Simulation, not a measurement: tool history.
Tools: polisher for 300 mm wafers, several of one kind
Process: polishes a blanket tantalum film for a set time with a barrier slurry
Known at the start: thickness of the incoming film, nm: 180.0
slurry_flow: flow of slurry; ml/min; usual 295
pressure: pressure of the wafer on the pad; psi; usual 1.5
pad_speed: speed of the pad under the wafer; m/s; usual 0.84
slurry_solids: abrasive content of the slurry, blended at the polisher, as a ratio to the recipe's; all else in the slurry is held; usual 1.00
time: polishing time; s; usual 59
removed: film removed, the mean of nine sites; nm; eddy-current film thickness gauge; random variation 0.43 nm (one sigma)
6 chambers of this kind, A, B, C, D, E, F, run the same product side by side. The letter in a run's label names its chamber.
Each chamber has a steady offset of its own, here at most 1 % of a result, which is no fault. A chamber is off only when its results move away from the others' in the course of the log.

run,day,slurry_flow,pressure,pad_speed,slurry_solids,time,wafers polished on this pad,hours since the slurry nozzle was cleaned,hours since the head pressure was calibrated,hours since the slurry blender was calibrated,removed
1B,0.179,295,1.5,0.84,1.00,59,1079,202.1,337.9,266.2,69.315
# day 0.188: chamber A: worn pad replaced by a new one
# day 0.192: chamber C: slurry nozzle cleaned
2E,0.504,295,1.5,0.84,1.00,59,165,380.8,1127.6,156.4,69.495
# day 0.696: chamber E: head pressure recalibrated
3F,0.896,295,1.5,0.84,1.00,59,835,62.0,656.3,106.8,70.947
4A,1.117,295,1.5,0.84,1.00,59,142,53.2,329.6,37.7,70.130
5D,1.483,295,1.5,0.84,1.00,59,476,131.0,556.3,73.5,70.346
# day 1.592: chamber B: worn pad replaced by a new one
6C,1.838,295,1.5,0.84,1.00,59,667,39.5,255.9,120.5,70.516
7D,2.029,295,1.5,0.84,1.00,59,560,144.1,569.4,86.6,69.364
8E,2.408,295,1.5,0.84,1.00,59,456,426.5,41.1,202.1,69.395
# day 2.471: chamber C: worn pad replaced by a new one
9C,2.625,295,1.5,0.84,1.00,59,23,58.4,274.8,139.4,69.763
10F,2.846,295,1.9,0.84,1.00,59,1134,108.8,703.1,153.6,89.500
11B,3.046,295,1.9,0.84,1.00,59,222,270.9,406.7,335.0,87.520
# day 3.146: chamber B: slurry blender recalibrated
# day 3.225: chamber C: head pressure recalibrated
12A,3.433,295,1.9,0.84,1.00,59,496,108.8,385.2,93.3,87.847
# day 3.462: chamber D: worn pad replaced by a new one
# day 3.662: chamber F: head pressure recalibrated
13D,3.821,295,1.9,0.84,1.00,59,55,187.1,612.4,129.6,88.643
14B,4.033,295,1.9,0.84,1.00,59,373,294.6,430.4,21.4,87.166
15A,4.204,295,1.9,0.84,1.00,59,614,127.3,403.7,111.8,88.203
# day 4.288: chamber F: worn pad replaced by a new one
# day 4.333: chamber E: slurry nozzle cleaned
16F,4.504,295,1.5,0.84,1.00,59,33,148.6,20.2,193.4,66.988
17C,4.879,295,1.5,0.84,1.00,59,368,112.5,39.8,193.5,69.472
18E,5.212,295,1.5,0.84,1.00,59,885,21.2,108.4,269.4,69.673
19B,5.529,295,1.5,0.84,1.00,59,602,330.5,466.3,57.3,69.580
# day 5.533: chamber E: slurry blender recalibrated
# day 5.800: chamber C: slurry blender recalibrated
20E,5.925,295,1.5,0.84,1.00,59,994,38.3,125.5,9.4,69.653
# day 6.050: chamber A: worn pad replaced by a new one
21D,6.162,295,1.5,0.84,1.00,59,413,243.3,668.6,185.8,70.574
22A,6.504,295,1.5,0.84,1.00,59,69,182.5,458.9,167.0,70.042
23F,6.842,295,1.5,0.66,1.00,78,390,204.7,76.3,249.5,69.614
24C,7.196,295,1.5,0.66,1.00,78,722,168.1,95.4,33.6,72.565
25C,7.579,295,1.5,0.66,1.00,78,781,177.3,104.6,42.8,72.253
# day 7.683: chamber F: slurry nozzle cleaned
# day 7.692: chamber E: worn pad replaced by a new one
# day 7.892: chamber B: head pressure recalibrated
26E,7.954,295,1.5,0.66,1.00,78,40,87.0,174.2,58.1,73.104
27A,8.296,295,1.5,0.66,1.00,78,343,225.5,501.9,210.0,73.763
# day 8.454: chamber A: head pressure recalibrated
28B,8.612,295,1.5,0.66,1.00,78,1073,404.5,17.3,131.3,72.134
# day 8.758: chamber A: slurry blender recalibrated
# day 8.762: chamber C: worn pad replaced by a new one
29D,8.846,295,1.5,0.84,1.00,59,823,307.7,733.0,250.2,68.710
# day 8.983: chamber D: worn pad replaced by a new one
30F,9.117,295,1.5,0.84,1.00,59,738,34.4,130.9,304.1,66.432
31F,9.350,295,1.5,0.84,1.00,59,774,40.0,136.5,309.7,66.700
32A,9.658,295,1.5,0.84,1.00,59,551,258.2,29.0,21.7,70.624
33D,9.883,295,1.5,0.84,1.00,59,137,332.6,757.9,275.1,69.406
34B,10.196,295,1.5,0.84,1.00,59,1316,442.5,55.3,169.3,69.553
# day 10.292: chamber B: worn pad replaced by a new one
35C,10.462,295,1.5,0.84,1.15,46,260,246.5,173.8,112.0,56.475
36E,10.683,295,1.5,0.84,1.15,46,457,152.5,239.7,123.6,56.732
37B,11.012,295,1.5,0.84,1.15,46,110,462.1,74.9,188.9,55.483
38C,11.325,295,1.5,0.84,1.15,46,392,267.2,194.5,132.7,55.681
39F,11.629,295,1.5,0.84,1.15,46,1123,94.7,191.2,364.4,53.749
40D,11.962,295,1.5,0.84,1.15,46,455,382.5,807.8,325.0,56.903

What goes on in this fleet: one chamber off, a drifting gauge, or nothing beyond the chambers' own small offsets? Name the chamber and the cause, if any.

A service left chamber F off against the others.
Cause: head's pressure below its setpoint, % = 4.97.

Here are 4 candidates for chamber F's next run, each the usual settings with a change, their results left as question marks. Which one brings its results back in line with what the others give on the usual settings?
In line means no further than this from the other chambers' mean on the usual settings: removed 1.500 nm
41F-1,12.246,295,1.5,0.84,1.40,59,,,,,?
41F-2,12.246,295,1.5,0.82,1.00,58,,,,,?
41F-3,12.246,295,1.5,0.86,1.00,60,,,,,?
41F-4,12.246,295,1.5,0.84,0.75,59,,,,,?

The other chambers' mean on the usual settings: removed 69.725 nm
run,removed
41F-1,72.731
41F-2,64.142
41F-3,69.541
41F-4,61.039
41F-3 brings the chamber back in line.
